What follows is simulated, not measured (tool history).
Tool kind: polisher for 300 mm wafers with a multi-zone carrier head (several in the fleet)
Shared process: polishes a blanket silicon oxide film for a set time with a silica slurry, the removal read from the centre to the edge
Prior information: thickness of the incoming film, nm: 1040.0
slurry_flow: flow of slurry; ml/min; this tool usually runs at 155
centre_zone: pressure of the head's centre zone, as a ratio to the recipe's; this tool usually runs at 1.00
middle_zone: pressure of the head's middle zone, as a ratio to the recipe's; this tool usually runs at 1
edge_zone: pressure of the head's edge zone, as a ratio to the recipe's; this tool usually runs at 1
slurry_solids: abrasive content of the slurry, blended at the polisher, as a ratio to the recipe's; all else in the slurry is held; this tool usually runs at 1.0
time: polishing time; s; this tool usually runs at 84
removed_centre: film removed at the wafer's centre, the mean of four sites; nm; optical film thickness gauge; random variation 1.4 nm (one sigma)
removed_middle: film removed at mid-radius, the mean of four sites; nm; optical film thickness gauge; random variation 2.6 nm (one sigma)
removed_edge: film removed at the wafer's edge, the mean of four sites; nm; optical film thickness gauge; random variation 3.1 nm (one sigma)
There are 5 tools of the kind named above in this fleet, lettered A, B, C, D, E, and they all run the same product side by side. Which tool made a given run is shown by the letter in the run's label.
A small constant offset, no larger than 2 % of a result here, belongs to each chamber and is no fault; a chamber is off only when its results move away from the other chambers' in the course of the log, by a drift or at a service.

run,hour,slurry_flow,centre_zone,middle_zone,edge_zone,slurry_solids,time,removed_centre,removed_middle,removed_edge
1E,6.5,155,1.00,1,1,1.0,84,215.66,214.46,213.17
# hour 6.9: chamber E: edge zone pressure recalibrated
2A,9.5,155,1.00,1,1,1.0,84,211.22,215.41,222.84
3D,13.1,155,1.00,1,1,1.0,84,218.05,215.05,223.21
4B,18.9,155,1.00,1,1,1.0,84,215.36,218.05,214.94
5C,24.1,155,1.00,1,1,1.0,84,213.45,212.39,215.09
6D,28.6,155,1.00,1,1,1.0,84,216.57,215.12,220.38
7E,34.0,155,1.00,1,1,1.0,84,213.32,210.96,212.35
# hour 34.8: chamber B: worn pad replaced by a new one
8A,37.0,155,1.00,1,1,1.0,84,213.30,214.14,218.53
9B,41.8,155,1.05,1,1,0.9,84,215.68,209.94,209.11
# hour 43.2: chamber D: worn pad replaced by a new one
10C,47.0,155,1.05,1,1,0.9,84,212.48,201.81,208.34
# hour 52.4: chamber E: worn pad replaced by a new one
11E,53.3,155,1.05,1,1,0.9,84,215.34,204.87,207.00
12C,58.9,155,1.05,1,1,0.9,84,212.76,199.30,202.28
13A,64.1,155,1.05,1,1,0.9,84,215.33,206.32,202.15
14B,67.3,155,1.00,1,1,1.0,84,214.52,221.31,214.00
15D,73.8,155,1.00,1,1,1.0,84,217.64,216.43,225.62
# hour 74.1: chamber A: worn pad replaced by a new one
16D,76.9,155,1.00,1,1,1.0,84,214.11,216.04,217.65
# hour 82.1: chamber B: worn pad replaced by a new one
17B,83.1,155,1.00,1,1,1.0,84,213.28,220.36,218.33
# hour 86.3: chamber D: worn pad replaced by a new one
18C,86.6,155,1.00,1,1,1.0,84,207.76,207.08,217.16
19A,89.5,155,1.00,1,1,1.0,84,214.65,212.72,216.09
20E,93.2,155,1.00,1,1,1.0,84,211.62,210.03,216.07
21E,98.4,155,1.00,1,1,1.0,84,212.74,218.44,213.97
22A,102.7,155,1.00,1,1,1.0,84,213.42,215.07,215.20
23D,106.7,155,1.00,1,1,1.0,84,215.76,216.65,219.53
24B,110.1,155,1.00,1,1,1.0,84,218.10,212.33,215.81
25C,113.9,155,1.00,1,1,1.0,84,206.88,201.39,206.48
# hour 114.5: chamber E: worn pad replaced by a new one
26D,117.0,155,1.00,1,1,1.0,84,214.56,218.17,215.88
27A,123.6,155,1.00,1,1,1.0,84,215.87,218.17,218.36
# hour 123.7: chamber E: slurry nozzle cleaned
28C,127.2,155,1.00,1,1,1.0,84,204.03,204.22,199.64
# hour 128.8: chamber B: worn pad replaced by a new one
29E,132.2,155,1.00,1,1,1.0,84,213.15,212.60,211.50
30B,137.6,155,1.00,1,1,1.0,84,216.72,214.76,216.36

Which is it: a chamber that has drifted or been left off by a service, a gauge drift common to all chambers, or only each chamber's usual small offset? If a chamber is off, name it and its likeliest cause.

One chamber, C, drifts off from the rest bit by bit.
Most likely cause: removal rate lost through wear of the pad, % = 6.48.
From this log alone, it may not be told apart from: slurry flow missing at the pad, %.

Which of the 4 candidates below, each the usual settings with something changed and its results left as question marks, puts chamber C back in line with what the other chambers give on the usual settings?
In line here means within this much of the mean the other chambers give on the usual settings: removed_centre 4.90 nm; removed_middle 9.10 nm; removed_edge 11.00 nm
31C-1,142.4,155,1.00,1,1,1.0,86,?,?,?
31C-2,142.4,155,1.00,1,1,1.0,89,?,?,?
31C-3,142.4,155,1.00,1,1,1.0,82,?,?,?
31C-4,142.4,155,1.00,1,1,1.0,79,?,?,?

Other chambers, usual settings, mean: removed_centre 214.76 nm; removed_middle 216.41 nm; removed_edge 216.97 nm
run,removed_centre,removed_middle,removed_edge
31C-1,207.13,204.57,208.88
31C-2,214.35,211.70,216.17
31C-3,197.50,195.05,199.17
31C-4,190.27,187.92,191.88
Change 31C-2 lands the chamber within the allowed miss of the other chambers.

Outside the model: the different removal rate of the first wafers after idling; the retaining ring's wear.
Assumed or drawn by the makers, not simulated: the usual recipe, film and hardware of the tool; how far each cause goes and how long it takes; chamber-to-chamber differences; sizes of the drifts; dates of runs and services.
